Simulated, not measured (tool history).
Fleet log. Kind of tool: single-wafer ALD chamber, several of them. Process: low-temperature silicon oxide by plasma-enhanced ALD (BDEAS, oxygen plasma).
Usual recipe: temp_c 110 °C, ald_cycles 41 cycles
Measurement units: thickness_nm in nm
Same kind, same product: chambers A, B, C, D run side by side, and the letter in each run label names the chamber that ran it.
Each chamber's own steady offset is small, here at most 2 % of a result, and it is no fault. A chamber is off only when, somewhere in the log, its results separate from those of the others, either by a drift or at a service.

run	hour	temp_c	ald_cycles	read-back reference wafer on the same gauge, thickness_nm	thickness_nm
1B	9.8	110	41	4.8013	5.6733
2C	15.7	110	41	4.7998	5.7776
3A	21.7	110	41	4.8026	5.7352
4D	31.6	110	41	4.8033	5.7625
5B	38.5	110	41	4.8060	5.6711
6A	47.8	110	41	4.8083	5.7606
7C	54.4	110	41	4.8060	5.7912
8D	59.6	110	41	4.8086	5.7504
9C	68.2	115	34	4.8101	4.7593
10B	78.0	115	34	4.8118	4.6644
11A	83.6	115	34	4.8102	4.7235
12D	92.6	115	34	4.8146	4.7489
13B	102.3	110	41	4.8150	5.6893
14A	111.2	110	41	4.8175	5.7641
15C	116.3	110	41	4.8164	5.7959
16D	121.8	100	49	4.8199	7.0388
17B	131.9	100	49	4.8184	6.9427
18A	136.8	100	49	4.8213	7.0408
19C	144.2	100	49	4.8203	7.0505
20D	150.0	110	41	4.8233	5.7967
21D	156.4	110	41	4.8233	5.7811
22B	161.9	110	41	4.8243	5.7030
23A	171.5	110	41	4.8256	5.7907
24C	181.0	100	41	4.8277	5.9037
25C	187.2	100	41	4.8276	5.9135
26B	192.1	100	41	4.8276	5.8164
27A	199.4	100	41	4.8292	5.8845

What goes on in this fleet: one chamber off, a drifting gauge, or nothing beyond the chambers' own small offsets? Name the chamber and the cause, if any.

The shared gauge is drifting. All chambers look as if they move in step, but none is off.
Most likely cause: gauge reads high (%) = 0.632.
